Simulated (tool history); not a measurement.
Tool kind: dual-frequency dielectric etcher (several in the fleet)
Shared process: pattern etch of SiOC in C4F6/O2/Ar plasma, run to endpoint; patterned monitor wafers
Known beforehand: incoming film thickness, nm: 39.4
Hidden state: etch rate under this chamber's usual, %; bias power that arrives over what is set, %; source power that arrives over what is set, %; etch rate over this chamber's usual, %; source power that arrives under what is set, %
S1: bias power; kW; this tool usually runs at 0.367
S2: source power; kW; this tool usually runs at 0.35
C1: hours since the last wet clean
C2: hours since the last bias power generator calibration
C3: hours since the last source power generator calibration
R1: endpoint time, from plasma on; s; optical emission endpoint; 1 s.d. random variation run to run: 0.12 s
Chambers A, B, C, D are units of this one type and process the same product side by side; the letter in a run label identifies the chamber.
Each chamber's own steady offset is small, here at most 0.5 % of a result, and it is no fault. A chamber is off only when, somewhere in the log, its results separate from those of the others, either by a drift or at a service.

| run | hour | S1 | S2 | C1 | C2 | C3 | R1 |
|---|---|---|---|---|---|---|---|
| 1A | 4.5 | 0.367 | 0.35 | 60.4 | 1281.6 | 3533.8 | 15.8 |
| 2B | 10.5 | 0.367 | 0.35 | 454.6 | 3219.2 | 155.3 | 15.527 |
| 3D | 15.7 | 0.367 | 0.35 | 336.5 | 309.8 | 1849.4 | 15.448 |
| 4C | 20.6 | 0.367 | 0.35 | 203.2 | 1808 | 2261.3 | 15.708 |
| 5C | 27.3 | 0.288 | 0.31 | 209.9 | 1814.7 | 2268 | 18.041 |
| 6B | 31.8 | 0.288 | 0.31 | 475.9 | 3240.5 | 176.6 | 17.879 |
| 7A | 38.6 | 0.288 | 0.31 | 94.5 | 1315.7 | 3567.9 | 18.064 |
| 8D | 43.9 | 0.288 | 0.31 | 364.7 | 338 | 1877.6 | 17.776 |
| 9C | 49.8 | 0.367 | 0.35 | 232.4 | 1837.2 | 2290.5 | 15.539 |
| 10A | 54.7 | 0.336 | 0.27 | 110.6 | 1331.8 | 3584 | 18.086 |
| 11B | 59.8 | 0.336 | 0.27 | 503.9 | 3268.5 | 204.6 | 17.936 |
| 12D | 64.3 | 0.336 | 0.27 | 385.1 | 358.4 | 1898 | 17.898 |
| 13B | 69.7 | 0.336 | 0.27 | 513.8 | 3278.4 | 214.5 | 17.489 |
| 14C | 75.9 | 0.367 | 0.35 | 258.5 | 1863.3 | 2316.6 | 15.565 |
| 15D | 83 | 0.367 | 0.35 | 403.8 | 377.1 | 1916.7 | 15.947 |
| 16A | 87.2 | 0.367 | 0.35 | 143.1 | 1364.3 | 3616.5 | 15.653 |
|  | 88.2 | chamber B: wet clean of the chamber |
| 17B | 92.3 | 0.411 | 0.35 | 4.2 | 3301 | 237.1 | 15.238 |
| 18C | 98 | 0.411 | 0.35 | 280.6 | 1885.4 | 2338.7 | 15.207 |
| 19D | 101.5 | 0.411 | 0.35 | 422.3 | 395.6 | 1935.2 | 15.304 |
| 20A | 107.6 | 0.411 | 0.35 | 163.5 | 1384.7 | 3636.9 | 15.149 |
| 21A | 111.2 | 0.367 | 0.35 | 167.1 | 1388.3 | 3640.5 | 15.725 |
| 22D | 115.2 | 0.367 | 0.35 | 436 | 409.3 | 1948.9 | 15.941 |
| 23C | 120.1 | 0.367 | 0.35 | 302.7 | 1907.5 | 2360.8 | 15.647 |
| 24B | 125.9 | 0.367 | 0.35 | 37.8 | 3334.6 | 270.7 | 15.606 |
| 25B | 130.4 | 0.367 | 0.35 | 42.3 | 3339.1 | 275.2 | 15.459 |
| 26D | 136.4 | 0.367 | 0.35 | 457.2 | 430.5 | 1970.1 | 16.281 |
| 27A | 141.9 | 0.367 | 0.35 | 197.8 | 1419 | 3671.2 | 15.656 |
| 28C | 148.5 | 0.367 | 0.35 | 331.1 | 1935.9 | 2389.2 | 15.651 |

The same settings go to every chamber for the next run, one line per chamber below. Forecast the results for each:
| 29A | 153.9 | 0.367 | 0.4 |  |  |  | ? |
| 29B | 153.9 | 0.367 | 0.4 |  |  |  | ? |
| 29C | 153.9 | 0.367 | 0.4 |  |  |  | ? |
| 29D | 153.9 | 0.367 | 0.4 |  |  |  | ? |

| run | R1 |
|---|---|
| 29A | 14.915 |
| 29B | 14.869 |
| 29C | 14.769 |
| 29D | 15.54 |
